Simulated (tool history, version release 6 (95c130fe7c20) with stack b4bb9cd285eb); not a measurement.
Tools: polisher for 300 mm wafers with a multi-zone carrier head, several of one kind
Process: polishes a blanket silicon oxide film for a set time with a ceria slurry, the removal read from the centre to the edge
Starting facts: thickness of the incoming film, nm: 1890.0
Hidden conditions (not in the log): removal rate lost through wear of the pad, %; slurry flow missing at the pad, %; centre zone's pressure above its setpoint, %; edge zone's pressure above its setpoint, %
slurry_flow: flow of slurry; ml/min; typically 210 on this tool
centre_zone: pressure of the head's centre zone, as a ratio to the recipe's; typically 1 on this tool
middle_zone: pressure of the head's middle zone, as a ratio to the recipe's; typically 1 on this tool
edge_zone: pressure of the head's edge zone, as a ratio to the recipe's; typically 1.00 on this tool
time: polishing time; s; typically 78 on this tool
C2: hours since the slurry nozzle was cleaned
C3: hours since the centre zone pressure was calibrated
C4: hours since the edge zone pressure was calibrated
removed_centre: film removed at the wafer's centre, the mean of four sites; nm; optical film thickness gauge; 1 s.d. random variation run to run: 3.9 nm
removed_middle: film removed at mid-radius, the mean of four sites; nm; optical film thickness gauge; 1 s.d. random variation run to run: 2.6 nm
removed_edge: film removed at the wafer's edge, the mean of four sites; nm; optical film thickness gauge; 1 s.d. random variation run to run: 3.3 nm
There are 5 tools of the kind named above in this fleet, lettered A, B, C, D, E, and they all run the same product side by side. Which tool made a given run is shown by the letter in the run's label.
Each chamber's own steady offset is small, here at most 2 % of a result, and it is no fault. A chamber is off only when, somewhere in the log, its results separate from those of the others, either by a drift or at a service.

run 1C hour=5.6 | slurry_flow=210 centre_zone=1 middle_zone=1 edge_zone=1.00 time=78 | wafers_polished_on_this_pad=723 C2=300.4 C3=304.8 C4=694.3 | removed_centre=314.87 removed_middle=318.33 removed_edge=317.96
-- hour=6.3 chamber E: slurry nozzle cleaned
-- hour=7.2 chamber B: edge zone pressure recalibrated
run 2A hour=10.1 | slurry_flow=210 centre_zone=1 middle_zone=1 edge_zone=1.00 time=78 | wafers_polished_on_this_pad=255 C2=116.0 C3=15.7 C4=332.2 | removed_centre=312.84 removed_middle=312.74 removed_edge=314.58
run 3E hour=13.2 | slurry_flow=210 centre_zone=1 middle_zone=1 edge_zone=1.00 time=78 | wafers_polished_on_this_pad=923 C2=6.9 C3=447.8 C4=1053.1 | removed_centre=319.01 removed_middle=314.09 removed_edge=316.98
run 4B hour=17.8 | slurry_flow=210 centre_zone=1 middle_zone=1 edge_zone=1.00 time=78 | wafers_polished_on_this_pad=916 C2=162.6 C3=1277.5 C4=10.7 | removed_centre=310.47 removed_middle=318.26 removed_edge=314.73
run 5D hour=21.0 | slurry_flow=210 centre_zone=1 middle_zone=1 edge_zone=1.00 time=78 | wafers_polished_on_this_pad=644 C2=756.4 C3=138.9 C4=474.7 | removed_centre=304.97 removed_middle=316.92 removed_edge=311.05
run 6D hour=23.7 | slurry_flow=210 centre_zone=1 middle_zone=1 edge_zone=1.00 time=78 | wafers_polished_on_this_pad=676 C2=759.1 C3=141.6 C4=477.4 | removed_centre=315.27 removed_middle=318.66 removed_edge=309.31
run 7E hour=26.6 | slurry_flow=210 centre_zone=1 middle_zone=1 edge_zone=1.00 time=78 | wafers_polished_on_this_pad=1079 C2=20.3 C3=461.2 C4=1066.5 | removed_centre=320.15 removed_middle=314.63 removed_edge=318.05
run 8C hour=31.3 | slurry_flow=180 centre_zone=1 middle_zone=1 edge_zone=1.00 time=78 | wafers_polished_on_this_pad=1024 C2=326.1 C3=330.5 C4=720.0 | removed_centre=299.69 removed_middle=308.90 removed_edge=305.84
run 9A hour=34.8 | slurry_flow=180 centre_zone=1 middle_zone=1 edge_zone=1.00 time=78 | wafers_polished_on_this_pad=544 C2=140.7 C3=40.4 C4=356.9 | removed_centre=314.00 removed_middle=307.02 removed_edge=309.97
run 10B hour=38.6 | slurry_flow=180 centre_zone=1 middle_zone=1 edge_zone=1.00 time=78 | wafers_polished_on_this_pad=1159 C2=183.4 C3=1298.3 C4=31.5 | removed_centre=301.69 removed_middle=312.53 removed_edge=311.06
run 11D hour=42.4 | slurry_flow=180 centre_zone=1 middle_zone=1 edge_zone=1.00 time=78 | wafers_polished_on_this_pad=894 C2=777.8 C3=160.3 C4=496.1 | removed_centre=302.40 removed_middle=312.29 removed_edge=312.32
run 12E hour=45.0 | slurry_flow=180 centre_zone=1 middle_zone=1 edge_zone=1.00 time=78 | wafers_polished_on_this_pad=1295 C2=38.7 C3=479.6 C4=1084.9 | removed_centre=305.89 removed_middle=303.42 removed_edge=309.28
-- hour=45.1 chamber B: worn pad replaced by a new one
run 13B hour=48.4 | slurry_flow=210 centre_zone=1 middle_zone=1 edge_zone=1.00 time=78 | wafers_polished_on_this_pad=39 C2=193.2 C3=1308.1 C4=41.3 | removed_centre=304.25 removed_middle=321.62 removed_edge=308.82
-- hour=53.5 chamber D: worn pad replaced by a new one
run 14A hour=53.9 | slurry_flow=210 centre_zone=1 middle_zone=1 edge_zone=1.00 time=78 | wafers_polished_on_this_pad=767 C2=159.8 C3=59.5 C4=376.0 | removed_centre=315.69 removed_middle=313.87 removed_edge=314.36
-- hour=54.3 chamber C: worn pad replaced by a new one
-- hour=55.5 chamber E: worn pad replaced by a new one
run 15C hour=59.2 | slurry_flow=210 centre_zone=1 middle_zone=1 edge_zone=1.00 time=78 | wafers_polished_on_this_pad=58 C2=354.0 C3=358.4 C4=747.9 | removed_centre=323.33 removed_middle=313.39 removed_edge=312.96
-- hour=61.1 chamber D: slurry nozzle cleaned
run 16C hour=63.1 | slurry_flow=210 centre_zone=1 middle_zone=1 edge_zone=1.08 time=78 | wafers_polished_on_this_pad=104 C2=357.9 C3=362.3 C4=751.8 | removed_centre=312.42 removed_middle=314.28 removed_edge=326.87
run 17D hour=67.1 | slurry_flow=210 centre_zone=1 middle_zone=1 edge_zone=1.08 time=78 | wafers_polished_on_this_pad=159 C2=6.0 C3=185.0 C4=520.8 | removed_centre=315.84 removed_middle=318.98 removed_edge=326.75
-- hour=67.6 chamber E: centre zone pressure recalibrated
run 18B hour=71.5 | slurry_flow=210 centre_zone=1 middle_zone=1 edge_zone=1.08 time=78 | wafers_polished_on_this_pad=309 C2=216.3 C3=1331.2 C4=64.4 | removed_centre=313.80 removed_middle=316.65 removed_edge=325.45
run 19E hour=76.1 | slurry_flow=210 centre_zone=1 middle_zone=1 edge_zone=1.08 time=78 | wafers_polished_on_this_pad=241 C2=69.8 C3=8.6 C4=1116.0 | removed_centre=351.32 removed_middle=311.55 removed_edge=329.75
run 20A hour=79.7 | slurry_flow=210 centre_zone=1 middle_zone=1 edge_zone=1.08 time=78 | wafers_polished_on_this_pad=1069 C2=185.6 C3=85.3 C4=401.8 | removed_centre=312.53 removed_middle=313.40 removed_edge=328.66
run 21C hour=84.7 | slurry_flow=210 centre_zone=1 middle_zone=1 edge_zone=1.00 time=78 | wafers_polished_on_this_pad=356 C2=379.5 C3=383.9 C4=773.4 | removed_centre=307.95 removed_middle=314.67 removed_edge=314.45
run 22B hour=87.7 | slurry_flow=210 centre_zone=1 middle_zone=1 edge_zone=1.00 time=78 | wafers_polished_on_this_pad=498 C2=232.5 C3=1347.4 C4=80.6 | removed_centre=312.72 removed_middle=317.05 removed_edge=316.20
-- hour=91.2 chamber B: centre zone pressure recalibrated
run 23E hour=92.0 | slurry_flow=210 centre_zone=1 middle_zone=1 edge_zone=1.00 time=78 | wafers_polished_on_this_pad=426 C2=85.7 C3=24.5 C4=1131.9 | removed_centre=355.73 removed_middle=314.97 removed_edge=311.39
run 24D hour=97.1 | slurry_flow=210 centre_zone=1 middle_zone=1 edge_zone=1.00 time=78 | wafers_polished_on_this_pad=510 C2=36.0 C3=215.0 C4=550.8 | removed_centre=317.56 removed_middle=314.43 removed_edge=318.32
run 25A hour=99.7 | slurry_flow=210 centre_zone=1 middle_zone=1 edge_zone=1.00 time=78 | wafers_polished_on_this_pad=1303 C2=205.6 C3=105.3 C4=421.8 | removed_centre=320.06 removed_middle=314.12 removed_edge=317.22
-- hour=100.3 chamber A: worn pad replaced by a new one
run 26B hour=104.4 | slurry_flow=210 centre_zone=1 middle_zone=1 edge_zone=1.00 time=78 | wafers_polished_on_this_pad=693 C2=249.2 C3=13.2 C4=97.3 | removed_centre=318.78 removed_middle=324.33 removed_edge=310.28
run 27E hour=107.1 | slurry_flow=210 centre_zone=1 middle_zone=1 edge_zone=1.00 time=78 | wafers_polished_on_this_pad=603 C2=100.8 C3=39.6 C4=1147.0 | removed_centre=356.44 removed_middle=317.83 removed_edge=323.62
run 28D hour=110.9 | slurry_flow=210 centre_zone=1 middle_zone=1 edge_zone=1.00 time=78 | wafers_polished_on_this_pad=671 C2=49.8 C3=228.8 C4=564.6 | removed_centre=321.81 removed_middle=316.74 removed_edge=316.68
run 29A hour=115.3 | slurry_flow=210 centre_zone=1 middle_zone=1 edge_zone=1.00 time=78 | wafers_polished_on_this_pad=176 C2=221.2 C3=120.9 C4=437.4 | removed_centre=318.22 removed_middle=313.34 removed_edge=317.43
run 30C hour=118.3 | slurry_flow=210 centre_zone=1 middle_zone=1 edge_zone=1.00 time=78 | wafers_polished_on_this_pad=749 C2=413.1 C3=417.5 C4=807.0 | removed_centre=309.02 removed_middle=309.44 removed_edge=312.79
run 31E hour=123.0 | slurry_flow=210 centre_zone=1 middle_zone=1 edge_zone=1.00 time=78 | wafers_polished_on_this_pad=789 C2=116.7 C3=55.5 C4=1162.9 | removed_centre=346.65 removed_middle=315.66 removed_edge=315.45
run 32C hour=128.5 | slurry_flow=210 centre_zone=1 middle_zone=1 edge_zone=1.00 time=67 | wafers_polished_on_this_pad=868 C2=423.3 C3=427.7 C4=817.2 | removed_centre=265.03 removed_middle=269.97 removed_edge=265.57
run 33B hour=131.0 | slurry_flow=210 centre_zone=1 middle_zone=1 edge_zone=1.00 time=67 | wafers_polished_on_this_pad=1004 C2=275.8 C3=39.8 C4=123.9 | removed_centre=269.15 removed_middle=270.92 removed_edge=269.30

Is one chamber out of step, is the gauge drifting, or do the chambers differ by no more than their own small offsets? For an off chamber, give its letter and the likeliest cause.

The work done on chamber E during a service left it standing apart from the others.
Cause: centre zone's pressure above its setpoint, % = 7.69.

Below are 4 candidate recipes for chamber E's next run, each the usual settings with a change, their results shown as question marks. Which of them brings E's results back in line with what the other chambers give on the usual settings?
In line here means within this much of the mean the other chambers give on the usual settings: removed_centre 14.00 nm; removed_middle 9.00 nm; removed_edge 12.00 nm
run 34E-1 hour=135.2 | slurry_flow=205 centre_zone=0.92 middle_zone=1.02 edge_zone=1.02 time=77 | removed_centre=? removed_middle=? removed_edge=?
run 34E-2 hour=135.2 | slurry_flow=215 centre_zone=1.08 middle_zone=0.98 edge_zone=0.98 time=79 | removed_centre=? removed_middle=? removed_edge=?
run 34E-3 hour=135.2 | slurry_flow=210 centre_zone=1.02 middle_zone=0.99 edge_zone=1.00 time=78 | removed_centre=? removed_middle=? removed_edge=?
run 34E-4 hour=135.2 | slurry_flow=210 centre_zone=0.98 middle_zone=1.01 edge_zone=1.00 time=78 | removed_centre=? removed_middle=? removed_edge=?

Average result of the remaining chambers running the usual settings: removed_centre 313.86 nm; removed_middle 315.94 nm; removed_edge 314.47 nm
run=34E-1 removed_centre=312.48 removed_middle=316.20 removed_edge=312.61
run=34E-2 removed_centre=385.34 removed_middle=314.42 removed_edge=315.79
run=34E-3 removed_centre=356.07 removed_middle=312.46 removed_edge=314.31
run=34E-4 removed_centre=340.76 removed_middle=318.36 removed_edge=314.22
34E-1 is the one that brings the chamber's results back in line with the other chambers.
